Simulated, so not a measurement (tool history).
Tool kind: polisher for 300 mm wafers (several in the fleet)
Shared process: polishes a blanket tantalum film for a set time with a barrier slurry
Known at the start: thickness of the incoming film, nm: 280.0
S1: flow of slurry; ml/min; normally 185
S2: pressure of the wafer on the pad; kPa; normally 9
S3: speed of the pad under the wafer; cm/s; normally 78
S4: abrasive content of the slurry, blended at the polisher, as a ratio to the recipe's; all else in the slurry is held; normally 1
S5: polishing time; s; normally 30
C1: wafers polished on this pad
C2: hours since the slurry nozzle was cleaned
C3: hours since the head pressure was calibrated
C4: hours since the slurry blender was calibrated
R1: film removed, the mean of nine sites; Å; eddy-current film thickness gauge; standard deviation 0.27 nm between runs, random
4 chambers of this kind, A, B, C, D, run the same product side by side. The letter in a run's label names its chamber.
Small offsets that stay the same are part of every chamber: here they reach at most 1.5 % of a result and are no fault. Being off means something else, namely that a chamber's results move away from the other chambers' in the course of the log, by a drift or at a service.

run	hour	S1	S2	S3	S4	S5	C1	C2	C3	C4	R1
1B	9.8	185	9	78	1	30	466	228.1	418.7	190.5	300.92
2C	15.4	185	9	78	1	30	646	76.7	458.4	44.2	306.16
# hour 17.8: chamber C: worn pad replaced by a new one
3A	23.9	185	9	78	1	30	1002	422.5	402.1	29.7	298.87
4D	33.3	185	9	78	1	30	612	626.9	187	196.3	301.35
5A	40.7	185	9	78	1	30	1220	439.3	418.9	46.5	293.57
# hour 46.9: chamber A: worn pad replaced by a new one
6D	47.6	185	9	78	1	30	799	641.2	201.3	210.6	298.54
7C	54	185	9	54	0.7	30	472	115.3	497	82.8	184.49
8B	59.1	185	9	54	0.7	30	1109	277.4	468	239.8	183.68
9A	66.1	185	9	54	0.7	30	251	464.7	444.3	71.9	185.12
# hour 66.5: chamber D: slurry nozzle cleaned
# hour 66.8: chamber C: slurry blender recalibrated
# hour 72.6: chamber C: worn pad replaced by a new one
10B	73.3	185	9	54	0.7	30	1294	291.6	482.2	254	181.73
11D	78.2	185	9	78	1	30	1197	11.8	231.9	241.2	302.56
12C	86.5	185	9	102	1.1	30	181	147.8	529.5	19.7	416.34
# hour 89.3: chamber D: worn pad replaced by a new one
13B	92.7	185	9	102	1.1	30	1547	311	501.6	273.4	385.97
14C	99.7	185	9	102	1.1	30	353	161	542.7	32.9	406.54
# hour 105.5: chamber C: head pressure recalibrated
15A	105.6	185	9	102	1.1	30	765	504.2	483.8	111.4	395.49
16D	114.8	185	9	78	1	30	333	48.4	268.5	277.8	303.46
17D	120.9	185	9	78	1	30	412	54.5	274.6	283.9	297.34
# hour 126.2: chamber C: worn pad replaced by a new one
18C	128.8	185	9	78	1	30	34	190.1	23.3	62	300.23
19B	136.6	185	9	78	1	30	2118	354.9	545.5	317.3	285.66
# hour 137.4: chamber B: slurry blender recalibrated
# hour 146.2: chamber A: worn pad replaced by a new one
20A	146.2	185	9	78	1	30	0	544.8	524.4	152	298.77
21B	153.8	185	9	78	1	30	2343	372.1	562.7	16.5	276.75
22C	162.3	185	9	78	1	30	470	223.6	56.8	95.5	303.11
23A	168.4	185	9	78	1	30	289	567	546.6	174.2	297.82
# hour 175.4: chamber C: slurry blender recalibrated
24D	176.3	185	11.7	78	1	30	1134	109.9	330	339.3	391.45
# hour 182.9: chamber C: worn pad replaced by a new one
25D	185.8	185	11.7	78	1	30	1258	119.4	339.5	348.8	392.16
26B	193.5	185	11.7	78	1	30	2860	411.8	602.4	56.2	362.93
# hour 194.3: chamber A: slurry blender recalibrated
# hour 195.9: chamber A: head pressure recalibrated
27C	199.1	185	11.7	78	1	30	212	260.4	93.6	23.7	395.45
28A	210.2	185	9	78	1	30	834	608.8	14.3	15.9	301.77
29A	215.3	185	9	78	1	30	900	613.9	19.4	21	296.08

Is one chamber off against the others, does the gauge drift, or is nothing wrong? If a chamber is off, say which, and what the likeliest cause is.

Little by little, chamber B moves away from the other chambers.
Cause: removal rate lost through wear of the pad, % = 8.98.
With only this log, it may be confused with: slurry flow missing at the pad, %; head's pressure below its setpoint, %.

Below are 4 candidate recipes for chamber B's next run, each the usual settings with a change, their results shown as question marks. Which of them brings B's results back in line with what the other chambers give on the usual settings?
Counts as in line when no further than this from what the other chambers average on the usual settings: R1 9.6 Å
30B-1	223.3	185	9	76	1	29					?
30B-2	223.3	185	8.3	76	1	30					?
30B-3	223.3	185	9	82	1	30					?
30B-4	223.3	185	9.7	80	1	30					?

Other chambers, usual settings, mean: R1 301.68 Å
run	R1
30B-1	256.1
30B-2	244.38
30B-3	285.53
30B-4	300.28
The answer is 30B-4, which returns the chamber to within the allowed miss of the others.
